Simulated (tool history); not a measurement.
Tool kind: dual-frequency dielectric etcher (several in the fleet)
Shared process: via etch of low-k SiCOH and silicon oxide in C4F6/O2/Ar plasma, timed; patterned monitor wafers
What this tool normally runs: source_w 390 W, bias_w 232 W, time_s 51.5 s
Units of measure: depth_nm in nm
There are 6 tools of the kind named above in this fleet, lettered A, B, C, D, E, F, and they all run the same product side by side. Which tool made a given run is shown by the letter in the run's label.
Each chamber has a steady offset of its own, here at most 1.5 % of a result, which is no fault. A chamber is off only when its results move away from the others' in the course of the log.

run,day,source_w,bias_w,time_s,"read-back reference wafer on the same gauge, depth_nm",depth_nm
1F,0.604,390,232,51.5,155.95,144.52
# day 0.771: chamber D: wet clean of the chamber
# day 1.017: chamber B: source power generator calibrated
2D,1.021,390,232,51.5,155.8,144.49
3E,1.421,390,232,51.5,156.14,145.15
# day 1.808: chamber E: wet clean of the chamber
4B,1.954,390,232,51.5,156,143.12
5C,2.592,390,232,51.5,155.9,144.15
6A,2.896,390,232,51.5,155.94,144.4
7A,3.479,390,232,51.5,156.14,144.02
8C,4.008,390,232,51.5,155.92,142.84
9E,4.383,390,232,51.5,155.98,147.42
10F,4.683,390,232,51.5,155.96,143.82
11B,5.125,390,232,51.5,156.11,142.81
12D,5.729,390,232,51.5,155.9,144.02
13F,6.108,390,232,51.5,155.81,144.41
# day 6.354: chamber C: bias power generator calibrated
14A,6.725,390,232,51.5,156.06,144.21
15B,7.071,390,232,51.5,156.04,142.72
16E,7.362,390,232,51.5,155.92,146.54
17C,7.942,390,232,51.5,155.92,143.47
18D,8.238,390,232,51.5,155.94,144.03
19B,8.854,390,232,51.5,156.16,143.76
20E,9.142,390,232,51.5,155.89,145.77
21D,9.492,390,201,51.5,156.06,137.64
# day 9.875: chamber F: wet clean of the chamber
# day 9.904: chamber C: wet clean of the chamber
22A,9.983,390,201,51.5,156.06,136.7
23C,10.538,390,201,51.5,155.93,136.73
24F,10.825,390,201,51.5,155.96,138.08
25B,11.375,390,201,51.5,155.93,136.23
26F,11.788,390,201,51.5,156.05,137.66
27E,12.408,390,232,51.5,156.09,147.31
28D,12.85,390,232,51.5,155.87,142.58
29C,13.362,390,232,51.5,156.11,143.16
30A,13.996,390,232,51.5,156.16,143.98
31E,14.375,390,232,51.5,156,147.03
32F,14.712,440,178,51.5,155.89,139.41
33B,15.221,440,178,51.5,155.97,138.68
# day 15.321: chamber E: wet clean of the chamber
34C,15.708,440,178,51.5,155.96,137.48
35D,16.179,440,178,51.5,155.98,138.5
36A,16.754,440,178,51.5,155.89,138.77
37F,17.317,440,178,51.5,156,139.43
38B,17.842,390,232,51.5,156.09,143.78
39D,18.208,390,232,51.5,156.02,143.48
40C,18.758,390,232,51.5,155.98,142.48
41E,19.146,390,232,51.5,156.06,147.4
42A,19.55,390,232,51.5,155.97,144.66
43F,19.833,390,232,51.5,155.95,143.65
44C,20.454,390,232,51.5,155.98,143.23

Which is it: a chamber that has drifted or been left off by a service, a gauge drift common to all chambers, or only each chamber's usual small offset? If a chamber is off, name it and its likeliest cause.

No chamber is off and the gauge is stable; the differences are just each chamber's small, constant offset.
